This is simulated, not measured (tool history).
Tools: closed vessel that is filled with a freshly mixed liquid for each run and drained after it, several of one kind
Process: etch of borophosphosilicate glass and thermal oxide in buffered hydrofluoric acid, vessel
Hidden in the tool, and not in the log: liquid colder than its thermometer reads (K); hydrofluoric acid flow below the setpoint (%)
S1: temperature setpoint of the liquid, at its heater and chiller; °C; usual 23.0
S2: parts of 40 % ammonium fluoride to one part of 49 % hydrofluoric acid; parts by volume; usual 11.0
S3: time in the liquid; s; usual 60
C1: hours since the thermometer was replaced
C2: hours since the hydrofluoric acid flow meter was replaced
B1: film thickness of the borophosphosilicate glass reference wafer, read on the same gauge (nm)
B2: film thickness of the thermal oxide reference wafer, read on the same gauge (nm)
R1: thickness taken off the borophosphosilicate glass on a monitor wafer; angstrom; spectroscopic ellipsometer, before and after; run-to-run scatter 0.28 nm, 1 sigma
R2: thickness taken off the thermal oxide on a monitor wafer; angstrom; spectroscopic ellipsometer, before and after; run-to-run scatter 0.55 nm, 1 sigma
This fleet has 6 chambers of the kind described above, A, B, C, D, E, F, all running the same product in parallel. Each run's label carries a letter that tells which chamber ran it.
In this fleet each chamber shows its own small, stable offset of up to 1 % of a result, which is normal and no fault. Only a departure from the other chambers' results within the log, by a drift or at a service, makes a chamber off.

| run | hour | S1 | S2 | S3 | C1 | C2 | B1 | B2 | R1 | R2 |
|---|---|---|---|---|---|---|---|---|---|---|
| 1E | 3.3 | 23.0 | 11.0 | 60 | 198.8 | 2012.6 | 130.00 | 39.992 | 639.01 | 604.11 |
| 2F | 6.6 | 23.0 | 11.0 | 60 | 1043.3 | 65.0 | 129.99 | 40.018 | 639.81 | 596.92 |
| 3C | 11.4 | 23.0 | 11.0 | 60 | 1046.2 | 375.8 | 130.01 | 40.012 | 636.53 | 589.16 |
| 4A | 15.3 | 23.0 | 11.0 | 60 | 254.5 | 643.6 | 130.01 | 39.991 | 642.78 | 601.36 |
| 5D | 20.3 | 23.0 | 11.0 | 60 | 175.5 | 357.9 | 130.02 | 39.984 | 645.35 | 599.74 |
| 6B | 25.9 | 23.0 | 11.0 | 60 | 581.0 | 224.4 | 130.00 | 40.000 | 641.38 | 601.68 |
| 7C | 30.2 | 23.0 | 11.0 | 60 | 1065.0 | 394.6 | 129.99 | 40.002 | 638.07 | 599.44 |
| 8D | 34.4 | 23.0 | 11.0 | 60 | 189.6 | 372.0 | 129.99 | 40.009 | 646.97 | 589.67 |
| 9E | 38.3 | 23.0 | 11.0 | 60 | 233.8 | 2047.6 | 130.02 | 39.995 | 645.06 | 603.32 |
| 10B | 42.8 | 23.0 | 11.0 | 60 | 597.9 | 241.3 | 129.99 | 40.011 | 641.84 | 588.59 |
| 11F | 47.2 | 23.0 | 11.0 | 60 | 1083.9 | 105.6 | 130.01 | 40.003 | 643.86 | 596.40 |
| 12A | 49.9 | 23.0 | 11.0 | 75 | 289.1 | 678.2 | 130.00 | 39.989 | 810.49 | 742.77 |
| 13C | 54.3 | 23.0 | 11.0 | 75 | 1089.1 | 418.7 | 130.00 | 39.992 | 794.40 | 748.63 |
| 14B | 57.1 | 23.0 | 11.0 | 75 | 612.2 | 255.6 | 130.00 | 39.987 | 801.16 | 728.36 |
| 15D | 62.6 | 23.0 | 11.0 | 75 | 217.8 | 400.2 | 129.99 | 39.987 | 799.93 | 743.84 |
| 16F | 67.6 | 23.0 | 11.0 | 75 | 1104.3 | 126.0 | 129.99 | 40.001 | 799.36 | 751.54 |
| 17A | 72.6 | 23.0 | 11.0 | 75 | 311.8 | 700.9 | 130.00 | 39.983 | 807.22 | 748.98 |
| 18E | 77.2 | 26.0 | 11.0 | 90 | 272.7 | 2086.5 | 130.02 | 39.995 | 1136.50 | 1047.50 |
| 19B | 79.9 | 26.0 | 11.0 | 90 | 635.0 | 278.4 | 129.99 | 40.015 | 1118.60 | 1042.90 |
| 20F | 83.8 | 26.0 | 11.0 | 90 | 1120.5 | 142.2 | 130.00 | 40.010 | 1129.80 | 1040.60 |
|  | 85.9 | chamber D: hydrofluoric acid flow meter replaced |
| 21E | 89.3 | 26.0 | 11.0 | 90 | 284.8 | 2098.6 | 130.02 | 39.971 | 1139.40 | 1047.70 |
| 22D | 94.0 | 26.0 | 11.0 | 90 | 249.2 | 8.2 | 130.01 | 39.977 | 1125.40 | 1051.60 |
| 23C | 96.8 | 26.0 | 11.0 | 90 | 1131.6 | 461.2 | 130.00 | 39.990 | 1121.30 | 1062.50 |
| 24A | 101.3 | 21.0 | 11.0 | 80 | 340.5 | 729.6 | 130.02 | 40.007 | 770.29 | 714.69 |
| 25D | 106.6 | 21.0 | 11.0 | 80 | 261.8 | 20.8 | 130.01 | 40.026 | 768.97 | 709.29 |
| 26A | 112.7 | 21.0 | 11.0 | 80 | 351.9 | 741.0 | 129.99 | 39.980 | 767.62 | 708.10 |
| 27E | 116.0 | 21.0 | 11.0 | 80 | 311.5 | 2125.3 | 130.01 | 40.013 | 767.56 | 706.21 |
| 28B | 119.3 | 21.0 | 11.0 | 80 | 674.4 | 317.8 | 130.01 | 40.010 | 739.97 | 684.77 |
| 29C | 124.6 | 21.0 | 11.0 | 80 | 1159.4 | 489.0 | 129.99 | 40.020 | 767.28 | 704.69 |
| 30F | 128.9 | 23.0 | 11.0 | 60 | 1165.6 | 187.3 | 129.99 | 39.995 | 641.27 | 594.59 |
| 31D | 134.4 | 23.0 | 11.0 | 60 | 289.6 | 48.6 | 129.99 | 40.012 | 644.93 | 599.05 |
| 32F | 138.7 | 23.0 | 11.0 | 60 | 1175.4 | 197.1 | 129.99 | 39.984 | 639.06 | 597.34 |
| 33C | 143.4 | 20.5 | 7.5 | 60 | 1178.2 | 507.8 | 129.99 | 39.997 | 793.03 | 747.42 |
| 34A | 148.1 | 20.5 | 7.5 | 60 | 387.3 | 776.4 | 130.01 | 39.994 | 802.22 | 732.49 |
| 35B | 151.8 | 20.5 | 7.5 | 60 | 706.9 | 350.3 | 130.01 | 39.994 | 779.21 | 706.08 |
| 36E | 155.0 | 20.5 | 7.5 | 60 | 350.5 | 2164.3 | 129.99 | 40.011 | 816.14 | 751.21 |
| 37C | 159.8 | 20.5 | 7.5 | 60 | 1194.6 | 524.2 | 130.00 | 39.980 | 790.01 | 735.45 |

Is one chamber off against the others, does the gauge drift, or is nothing wrong? If a chamber is off, say which, and what the likeliest cause is.

Chamber B drifts away from the others.
Likeliest cause: liquid colder than its thermometer reads (K) = 0.845.
The log might look much the same if the cause were instead: hydrofluoric acid flow below the setpoint (%).

Below are 4 candidate recipes for chamber B's next run, each the usual settings with a change, their results shown as question marks. Which of them brings B's results back in line with what the other chambers give on the usual settings?
In line here means within this much of the mean the other chambers give on the usual settings: R1 9.70 angstrom; R2 19.00 angstrom
| 38B-1 | 164.2 | 22.0 | 10.0 | 60 |  |  |  |  | ? | ? |
| 38B-2 | 164.2 | 23.5 | 11.5 | 60 |  |  |  |  | ? | ? |
| 38B-3 | 164.2 | 24.5 | 12.5 | 60 |  |  |  |  | ? | ? |
| 38B-4 | 164.2 | 22.5 | 10.5 | 60 |  |  |  |  | ? | ? |

Usual-settings mean across the other chambers: R1 642.62 angstrom; R2 594.96 angstrom
| run | R1 | R2 |
|---|---|---|
| 38B-1 | 640.61 | 597.50 |
| 38B-2 | 606.57 | 566.92 |
| 38B-3 | 590.15 | 552.20 |
| 38B-4 | 627.95 | 586.13 |
38B-1 brings the chamber back in line.

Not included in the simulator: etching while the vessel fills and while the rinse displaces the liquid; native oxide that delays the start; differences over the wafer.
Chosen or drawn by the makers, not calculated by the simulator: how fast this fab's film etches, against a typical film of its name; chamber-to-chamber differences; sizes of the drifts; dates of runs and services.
